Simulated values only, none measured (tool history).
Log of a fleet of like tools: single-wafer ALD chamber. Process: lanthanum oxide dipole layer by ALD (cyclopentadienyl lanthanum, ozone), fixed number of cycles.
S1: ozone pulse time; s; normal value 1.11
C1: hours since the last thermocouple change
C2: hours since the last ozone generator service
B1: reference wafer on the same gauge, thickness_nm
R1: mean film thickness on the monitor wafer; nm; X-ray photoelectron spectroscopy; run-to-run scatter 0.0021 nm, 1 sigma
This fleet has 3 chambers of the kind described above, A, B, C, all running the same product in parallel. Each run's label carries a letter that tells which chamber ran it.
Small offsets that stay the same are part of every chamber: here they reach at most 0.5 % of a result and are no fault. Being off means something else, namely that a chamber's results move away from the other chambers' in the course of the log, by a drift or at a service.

Run 1C, hour 12.9: usual settings; C1 2237.4; C2 1618.6; B1 0.44073. Result: R1 0.51520 nm.
Run 2A, hour 23.3: usual settings; C1 1299.4; C2 424.3; B1 0.44122. Result: R1 0.51285 nm.
Run 3B, hour 30.9: usual settings; C1 310.2; C2 797.1; B1 0.44116. Result: R1 0.51886 nm.
Run 4B, hour 38.9: usual settings; C1 318.2; C2 805.1; B1 0.44088. Result: R1 0.51470 nm.
At hour 44.0: chamber C: ozone generator serviced.
Run 5C, hour 52.6: usual settings; C1 2277.1; C2 8.6; B1 0.44065. Result: R1 0.51265 nm.
Run 6A, hour 59.1: usual settings; C1 1335.2; C2 460.1; B1 0.44052. Result: R1 0.51436 nm.
Run 7C, hour 73.0: usual settings; C1 2297.5; C2 29.0; B1 0.44099. Result: R1 0.51200 nm.
Run 8A, hour 86.1: usual settings but S1 0.80 s; C1 1362.2; C2 487.1; B1 0.44114. Result: R1 0.45858 nm.
Run 9B, hour 96.5: usual settings but S1 0.80 s; C1 375.8; C2 862.7; B1 0.44099. Result: R1 0.46209 nm.
Run 10A, hour 103.5: usual settings but S1 0.80 s; C1 1379.6; C2 504.5; B1 0.44103. Result: R1 0.45991 nm.
Run 11B, hour 113.8: usual settings; C1 393.1; C2 880.0; B1 0.44085. Result: R1 0.51481 nm.
Run 12C, hour 124.2: usual settings; C1 2348.7; C2 80.2; B1 0.44093. Result: R1 0.51477 nm.
Run 13B, hour 136.2: usual settings; C1 415.5; C2 902.4; B1 0.44135. Result: R1 0.51432 nm.
At hour 141.1: chamber A: ozone generator serviced.
Run 14A, hour 148.5: usual settings; C1 1424.6; C2 7.5; B1 0.44130. Result: R1 0.51608 nm.
Run 15C, hour 161.2: usual settings but S1 1.54 s; C1 2385.7; C2 117.2; B1 0.44077. Result: R1 0.54917 nm.
Run 16A, hour 171.7: usual settings but S1 1.54 s; C1 1447.8; C2 30.7; B1 0.44115. Result: R1 0.55499 nm.
Run 17C, hour 182.7: usual settings but S1 1.54 s; C1 2407.2; C2 138.7; B1 0.44096. Result: R1 0.54605 nm.
Run 18B, hour 194.2: usual settings; C1 473.5; C2 960.4; B1 0.44136. Result: R1 0.51708 nm.
Run 19A, hour 201.3: usual settings; C1 1477.4; C2 60.3; B1 0.44112. Result: R1 0.51743 nm.
Run 20B, hour 212.9: usual settings; C1 492.2; C2 979.1; B1 0.44098. Result: R1 0.51462 nm.
Run 21C, hour 226.2: usual settings; C1 2450.7; C2 182.2; B1 0.44107. Result: R1 0.51303 nm.
Run 22B, hour 234.6: usual settings; C1 513.9; C2 1000.8; B1 0.44129. Result: R1 0.51773 nm.
Run 23C, hour 243.2: usual settings; C1 2467.7; C2 199.2; B1 0.44074. Result: R1 0.51239 nm.
Run 24A, hour 257.0: usual settings; C1 1533.1; C2 116.0; B1 0.44067. Result: R1 0.51852 nm.
Run 25A, hour 270.8: usual settings; C1 1546.9; C2 129.8; B1 0.44087. Result: R1 0.51416 nm.
Run 26C, hour 279.5: usual settings; C1 2504.0; C2 235.5; B1 0.44099. Result: R1 0.51390 nm.
Run 27B, hour 289.1: usual settings; C1 568.4; C2 1055.3; B1 0.44073. Result: R1 0.51465 nm.
Run 28C, hour 295.1: usual settings; C1 2519.6; C2 251.1; B1 0.44059. Result: R1 0.51504 nm.
Run 29B, hour 305.9: usual settings; C1 585.2; C2 1072.1; B1 0.44130. Result: R1 0.51202 nm.
Run 30A, hour 313.1: usual settings; C1 1589.2; C2 172.1; B1 0.44084. Result: R1 0.51660 nm.
Run 31A, hour 324.8: usual settings; C1 1600.9; C2 183.8; B1 0.44165. Result: R1 0.51648 nm.
Run 32C, hour 338.7: usual settings; C1 2563.2; C2 294.7; B1 0.44080. Result: R1 0.51451 nm.
Run 33B, hour 348.4: usual settings; C1 627.7; C2 1114.6; B1 0.44093. Result: R1 0.51768 nm.
Run 34B, hour 357.5: usual settings; C1 636.8; C2 1123.7; B1 0.44061. Result: R1 0.51365 nm.
Run 35A, hour 366.8: usual settings; C1 1642.9; C2 225.8; B1 0.44089. Result: R1 0.51294 nm.

Does one chamber stand apart from the rest, does the shared gauge drift, or is all well apart from small per-chamber offsets? Give the chamber and the most likely cause, where there is one.

Nothing is wrong: each chamber keeps only its own small, steady offset and the gauge holds still.
